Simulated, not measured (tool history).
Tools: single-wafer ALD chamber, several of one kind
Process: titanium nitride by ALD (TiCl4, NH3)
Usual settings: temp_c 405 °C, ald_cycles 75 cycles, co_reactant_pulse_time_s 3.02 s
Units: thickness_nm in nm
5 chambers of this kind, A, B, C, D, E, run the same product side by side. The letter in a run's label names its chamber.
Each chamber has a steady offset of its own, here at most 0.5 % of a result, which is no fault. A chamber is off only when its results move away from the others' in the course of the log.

| run | hour | temp_c | ald_cycles | co_reactant_pulse_time_s | hours since the last thermocouple change | read-back reference wafer on the same gauge, thickness_nm | thickness_nm |
|---|---|---|---|---|---|---|---|
| 1C | 15.2 | 405 | 75 | 3.02 | 94.0 | 1.5002 | 1.6757 |
| 2E | 26.3 | 405 | 75 | 3.02 | 402.1 | 1.4994 | 1.6751 |
| 3A | 34.1 | 405 | 75 | 3.02 | 1019.3 | 1.4991 | 1.6797 |
|  | 42.9 | chamber B: thermocouple changed; heater temperature recalibrated |
| 4D | 47.8 | 405 | 75 | 3.02 | 915.7 | 1.4991 | 1.6830 |
| 5B | 62.1 | 405 | 75 | 3.02 | 19.2 | 1.4979 | 1.6731 |
| 6D | 74.8 | 405 | 75 | 3.02 | 942.7 | 1.4987 | 1.6877 |
| 7B | 91.1 | 415 | 75 | 2.49 | 48.2 | 1.4980 | 1.6643 |
| 8C | 99.5 | 415 | 75 | 2.49 | 178.3 | 1.4979 | 1.6632 |
| 9E | 109.2 | 415 | 75 | 2.49 | 485.0 | 1.4973 | 1.6749 |
| 10A | 125.4 | 415 | 75 | 2.49 | 1110.6 | 1.4965 | 1.6709 |
| 11C | 141.9 | 415 | 75 | 2.49 | 220.7 | 1.4970 | 1.6631 |
| 12E | 155.6 | 405 | 75 | 3.02 | 531.4 | 1.4963 | 1.6710 |
| 13D | 164.4 | 392 | 75 | 2.50 | 1032.3 | 1.4961 | 1.6531 |
| 14A | 177.5 | 392 | 75 | 2.50 | 1162.7 | 1.4961 | 1.6515 |
| 15B | 193.2 | 392 | 75 | 2.50 | 150.3 | 1.4954 | 1.6518 |
| 16B | 205.2 | 392 | 75 | 2.50 | 162.3 | 1.4945 | 1.6481 |
| 17A | 221.1 | 392 | 75 | 2.50 | 1206.3 | 1.4946 | 1.6505 |
| 18D | 233.8 | 405 | 75 | 3.02 | 1101.7 | 1.4944 | 1.6809 |
| 19C | 243.1 | 405 | 75 | 3.02 | 321.9 | 1.4945 | 1.6685 |
| 20E | 258.5 | 405 | 75 | 3.02 | 634.3 | 1.4942 | 1.6718 |
| 21C | 273.9 | 405 | 75 | 3.02 | 352.7 | 1.4935 | 1.6670 |
|  | 286.7 | chamber D: thermocouple changed; heater temperature recalibrated |
| 22E | 289.3 | 417 | 75 | 3.77 | 665.1 | 1.4935 | 1.6806 |
| 23D | 305.8 | 417 | 75 | 3.77 | 19.2 | 1.4929 | 1.6980 |
| 24A | 316.2 | 417 | 75 | 3.77 | 1301.4 | 1.4929 | 1.6829 |
| 25B | 324.4 | 417 | 75 | 3.77 | 281.5 | 1.4924 | 1.6800 |
| 26E | 335.7 | 417 | 75 | 3.77 | 711.5 | 1.4924 | 1.6833 |
| 27D | 348.2 | 405 | 75 | 3.57 | 61.6 | 1.4920 | 1.6849 |
| 28B | 356.3 | 405 | 75 | 3.57 | 313.4 | 1.4915 | 1.6748 |
| 29A | 372.6 | 405 | 75 | 3.57 | 1357.8 | 1.4911 | 1.6741 |
| 30C | 381.9 | 405 | 75 | 3.57 | 460.7 | 1.4907 | 1.6706 |

Next, every chamber runs the same settings. What will each give?
| 31A | 393.7 | 405 | 83 | 3.02 |  |  | ? |
| 31B | 393.7 | 405 | 83 | 3.02 |  |  | ? |
| 31C | 393.7 | 405 | 83 | 3.02 |  |  | ? |
| 31D | 393.7 | 405 | 83 | 3.02 |  |  | ? |
| 31E | 393.7 | 405 | 83 | 3.02 |  |  | ? |

| run | thickness_nm |
|---|---|
| 31A | 1.8476 |
| 31B | 1.8442 |
| 31C | 1.8395 |
| 31D | 1.8592 |
| 31E | 1.8484 |

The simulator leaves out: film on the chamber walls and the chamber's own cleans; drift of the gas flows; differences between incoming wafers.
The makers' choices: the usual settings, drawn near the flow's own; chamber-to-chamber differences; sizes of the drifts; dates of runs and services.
